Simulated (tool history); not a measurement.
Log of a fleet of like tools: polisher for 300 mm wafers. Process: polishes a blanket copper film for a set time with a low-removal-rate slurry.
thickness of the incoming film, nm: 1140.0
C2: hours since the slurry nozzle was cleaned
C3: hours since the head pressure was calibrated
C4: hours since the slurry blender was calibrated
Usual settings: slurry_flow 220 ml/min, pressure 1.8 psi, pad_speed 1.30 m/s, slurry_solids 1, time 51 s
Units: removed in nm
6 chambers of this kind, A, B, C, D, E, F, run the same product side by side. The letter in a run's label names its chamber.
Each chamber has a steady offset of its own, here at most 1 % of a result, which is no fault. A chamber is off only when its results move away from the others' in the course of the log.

-- hour=0.5 chamber C: slurry blender recalibrated
-- hour=1.3 chamber E: worn pad replaced by a new one
run 1C hour=10.4 | slurry_flow=220 pressure=1.8 pad_speed=1.30 slurry_solids=1 time=51 | wafers_polished_on_this_pad=528 C2=321.2 C3=216.1 C4=10.0 | removed=99.836
-- hour=13.1 chamber A: worn pad replaced by a new one
-- hour=16.9 chamber C: worn pad replaced by a new one
run 2B hour=17.1 | slurry_flow=220 pressure=1.8 pad_speed=1.30 slurry_solids=1 time=51 | wafers_polished_on_this_pad=221 C2=161.2 C3=371.6 C4=110.1 | removed=104.550
-- hour=21.6 chamber E: slurry nozzle cleaned
run 3A hour=24.4 | slurry_flow=220 pressure=1.8 pad_speed=1.30 slurry_solids=1 time=51 | wafers_polished_on_this_pad=96 C2=439.4 C3=350.9 C4=116.7 | removed=99.059
run 4D hour=29.3 | slurry_flow=220 pressure=1.8 pad_speed=1.30 slurry_solids=1 time=51 | wafers_polished_on_this_pad=664 C2=173.7 C3=637.0 C4=44.5 | removed=101.480
run 5E hour=40.4 | slurry_flow=220 pressure=1.8 pad_speed=1.30 slurry_solids=1 time=51 | wafers_polished_on_this_pad=331 C2=18.8 C3=84.2 C4=77.4 | removed=101.900
-- hour=42.6 chamber F: slurry blender recalibrated
run 6F hour=47.7 | slurry_flow=220 pressure=1.8 pad_speed=1.30 slurry_solids=1 time=51 | wafers_polished_on_this_pad=891 C2=366.0 C3=211.4 C4=5.2 | removed=103.810
run 7B hour=55.2 | slurry_flow=220 pressure=1.8 pad_speed=1.30 slurry_solids=1 time=51 | wafers_polished_on_this_pad=545 C2=199.3 C3=409.7 C4=148.2 | removed=104.760
run 8E hour=61.1 | slurry_flow=220 pressure=1.8 pad_speed=1.30 slurry_solids=1 time=51 | wafers_polished_on_this_pad=507 C2=39.5 C3=104.9 C4=98.1 | removed=103.460
-- hour=61.7 chamber C: head pressure recalibrated
run 9A hour=68.4 | slurry_flow=220 pressure=1.8 pad_speed=1.30 slurry_solids=1 time=51 | wafers_polished_on_this_pad=469 C2=483.4 C3=394.9 C4=160.7 | removed=101.310
run 10F hour=77.6 | slurry_flow=220 pressure=1.8 pad_speed=1.30 slurry_solids=1 time=51 | wafers_polished_on_this_pad=1145 C2=395.9 C3=241.3 C4=35.1 | removed=101.760
run 11C hour=83.4 | slurry_flow=220 pressure=1.8 pad_speed=1.30 slurry_solids=1 time=51 | wafers_polished_on_this_pad=564 C2=394.2 C3=21.7 C4=83.0 | removed=102.490
-- hour=85.8 chamber C: worn pad replaced by a new one
run 12D hour=91.9 | slurry_flow=220 pressure=1.8 pad_speed=1.30 slurry_solids=1 time=51 | wafers_polished_on_this_pad=1195 C2=236.3 C3=699.6 C4=107.1 | removed=100.890
run 13E hour=98.7 | slurry_flow=220 pressure=1.8 pad_speed=1.30 slurry_solids=1 time=51 | wafers_polished_on_this_pad=826 C2=77.1 C3=142.5 C4=135.7 | removed=101.550
-- hour=101.7 chamber F: worn pad replaced by a new one
-- hour=103.4 chamber A: slurry blender recalibrated
-- hour=103.7 chamber E: worn pad replaced by a new one
run 14A hour=105.2 | slurry_flow=220 pressure=1.8 pad_speed=1.30 slurry_solids=1 time=51 | wafers_polished_on_this_pad=782 C2=520.2 C3=431.7 C4=1.8 | removed=101.910
-- hour=106.9 chamber D: worn pad replaced by a new one
run 15B hour=112.3 | slurry_flow=220 pressure=1.8 pad_speed=1.30 slurry_solids=1 time=51 | wafers_polished_on_this_pad=1029 C2=256.4 C3=466.8 C4=205.3 | removed=105.010
-- hour=114.3 chamber D: slurry blender recalibrated
run 16D hour=120.7 | slurry_flow=220 pressure=1.8 pad_speed=1.30 slurry_solids=1 time=51 | wafers_polished_on_this_pad=117 C2=265.1 C3=728.4 C4=6.5 | removed=102.580
run 17F hour=128.6 | slurry_flow=220 pressure=1.8 pad_speed=1.30 slurry_solids=1 time=51 | wafers_polished_on_this_pad=229 C2=446.9 C3=292.3 C4=86.1 | removed=103.470
run 18C hour=136.1 | slurry_flow=220 pressure=1.8 pad_speed=1.30 slurry_solids=1 time=51 | wafers_polished_on_this_pad=427 C2=446.9 C3=74.4 C4=135.7 | removed=103.250
run 19F hour=142.2 | slurry_flow=220 pressure=1.8 pad_speed=1.30 slurry_solids=1 time=51 | wafers_polished_on_this_pad=344 C2=460.5 C3=305.9 C4=99.7 | removed=101.390
run 20D hour=148.6 | slurry_flow=220 pressure=1.8 pad_speed=1.30 slurry_solids=1 time=51 | wafers_polished_on_this_pad=354 C2=293.0 C3=756.3 C4=34.4 | removed=102.260
-- hour=152.8 chamber C: worn pad replaced by a new one
-- hour=154.0 chamber B: slurry blender recalibrated
run 21B hour=158.3 | slurry_flow=220 pressure=1.8 pad_speed=1.30 slurry_solids=1 time=51 | wafers_polished_on_this_pad=1419 C2=302.4 C3=512.8 C4=4.4 | removed=103.380
-- hour=160.2 chamber A: head pressure recalibrated
run 22A hour=163.5 | slurry_flow=220 pressure=1.8 pad_speed=1.30 slurry_solids=1 time=51 | wafers_polished_on_this_pad=1276 C2=578.5 C3=3.3 C4=60.1 | removed=102.510
-- hour=166.6 chamber B: worn pad replaced by a new one
-- hour=167.2 chamber A: worn pad replaced by a new one
run 23C hour=174.2 | slurry_flow=220 pressure=1.8 pad_speed=1.30 slurry_solids=1 time=51 | wafers_polished_on_this_pad=182 C2=485.0 C3=112.5 C4=173.8 | removed=103.340
run 24E hour=183.8 | slurry_flow=220 pressure=1.8 pad_speed=1.30 slurry_solids=1 time=51 | wafers_polished_on_this_pad=680 C2=162.2 C3=227.6 C4=220.8 | removed=103.540
run 25E hour=189.8 | slurry_flow=220 pressure=1.8 pad_speed=1.06 slurry_solids=1 time=51 | wafers_polished_on_this_pad=731 C2=168.2 C3=233.6 C4=226.8 | removed=83.822
run 26B hour=199.4 | slurry_flow=220 pressure=1.8 pad_speed=1.06 slurry_solids=1 time=51 | wafers_polished_on_this_pad=278 C2=343.5 C3=553.9 C4=45.5 | removed=88.123
run 27F hour=209.5 | slurry_flow=220 pressure=1.8 pad_speed=1.06 slurry_solids=1 time=51 | wafers_polished_on_this_pad=915 C2=527.8 C3=373.2 C4=167.0 | removed=81.837
run 28A hour=216.3 | slurry_flow=220 pressure=1.8 pad_speed=1.06 slurry_solids=1 time=51 | wafers_polished_on_this_pad=416 C2=631.3 C3=56.1 C4=112.9 | removed=83.185
run 29C hour=223.5 | slurry_flow=220 pressure=1.8 pad_speed=1.06 slurry_solids=1 time=51 | wafers_polished_on_this_pad=600 C2=534.3 C3=161.8 C4=223.1 | removed=84.226
-- hour=224.6 chamber C: worn pad replaced by a new one
-- hour=225.6 chamber D: slurry blender recalibrated
-- hour=227.3 chamber E: worn pad replaced by a new one
-- hour=229.7 chamber F: worn pad replaced by a new one
run 30D hour=232.2 | slurry_flow=220 pressure=1.8 pad_speed=1.06 slurry_solids=1 time=51 | wafers_polished_on_this_pad=1063 C2=376.6 C3=839.9 C4=6.6 | removed=83.740
-- hour=232.7 chamber E: slurry nozzle cleaned
run 31A hour=237.8 | slurry_flow=220 pressure=1.8 pad_speed=1.30 slurry_solids=1 time=51 | wafers_polished_on_this_pad=599 C2=652.8 C3=77.6 C4=134.4 | removed=101.060
-- hour=243.1 chamber D: worn pad replaced by a new one
run 32F hour=246.8 | slurry_flow=220 pressure=1.8 pad_speed=1.30 slurry_solids=1 time=51 | wafers_polished_on_this_pad=145 C2=565.1 C3=410.5 C4=204.3 | removed=102.640
run 33E hour=256.3 | slurry_flow=220 pressure=1.8 pad_speed=1.30 slurry_solids=1 time=51 | wafers_polished_on_this_pad=246 C2=23.6 C3=300.1 C4=293.3 | removed=102.180
run 34B hour=261.6 | slurry_flow=220 pressure=1.8 pad_speed=1.30 slurry_solids=1 time=51 | wafers_polished_on_this_pad=806 C2=405.7 C3=616.1 C4=107.7 | removed=110.670
run 35C hour=269.3 | slurry_flow=220 pressure=1.8 pad_speed=1.30 slurry_solids=1 time=51 | wafers_polished_on_this_pad=379 C2=580.1 C3=207.6 C4=268.9 | removed=102.690
run 36D hour=276.0 | slurry_flow=220 pressure=1.8 pad_speed=1.30 slurry_solids=1 time=51 | wafers_polished_on_this_pad=279 C2=420.4 C3=883.7 C4=50.4 | removed=100.740
run 37F hour=283.7 | slurry_flow=220 pressure=1.8 pad_speed=0.94 slurry_solids=1 time=57 | wafers_polished_on_this_pad=458 C2=602.0 C3=447.4 C4=241.2 | removed=82.656
run 38E hour=293.6 | slurry_flow=220 pressure=1.8 pad_speed=0.94 slurry_solids=1 time=57 | wafers_polished_on_this_pad=563 C2=60.9 C3=337.4 C4=330.6 | removed=82.418
-- hour=293.9 chamber A: slurry blender recalibrated
-- hour=294.4 chamber C: worn pad replaced by a new one
run 39D hour=301.3 | slurry_flow=220 pressure=1.8 pad_speed=0.94 slurry_solids=1 time=57 | wafers_polished_on_this_pad=493 C2=445.7 C3=909.0 C4=75.7 | removed=80.969
run 40C hour=311.5 | slurry_flow=220 pressure=1.8 pad_speed=0.94 slurry_solids=1 time=57 | wafers_polished_on_this_pad=145 C2=622.3 C3=249.8 C4=311.1 | removed=81.596
run 41A hour=320.8 | slurry_flow=220 pressure=1.8 pad_speed=0.94 slurry_solids=1 time=57 | wafers_polished_on_this_pad=1303 C2=735.8 C3=160.6 C4=26.9 | removed=81.540

Is one chamber off against the others, does the gauge drift, or is nothing wrong? If a chamber is off, say which, and what the likeliest cause is.

Chamber B drifts away from the others.
Cause: head's pressure above its setpoint, % = 10.8.

Here are 4 candidates for chamber B's next run, each the usual settings with a change, their results left as question marks. Which one brings its results back in line with what the others give on the usual settings?
In line means no further than this from the other chambers' mean on the usual settings: removed 4.400 nm
run 42B-1 hour=328.8 | slurry_flow=220 pressure=1.9 pad_speed=1.30 slurry_solids=1 time=54 | removed=?
run 42B-2 hour=328.8 | slurry_flow=220 pressure=1.8 pad_speed=1.26 slurry_solids=1 time=51 | removed=?
run 42B-3 hour=328.8 | slurry_flow=220 pressure=1.8 pad_speed=1.32 slurry_solids=1 time=51 | removed=?
run 42B-4 hour=328.8 | slurry_flow=220 pressure=1.7 pad_speed=1.30 slurry_solids=1 time=48 | removed=?

The other chambers' mean on the usual settings: removed 102.210 nm
run=42B-1 removed=126.260
run=42B-2 removed=109.580
run=42B-3 removed=114.800
run=42B-4 removed=100.590
42B-4 brings the chamber back in line.
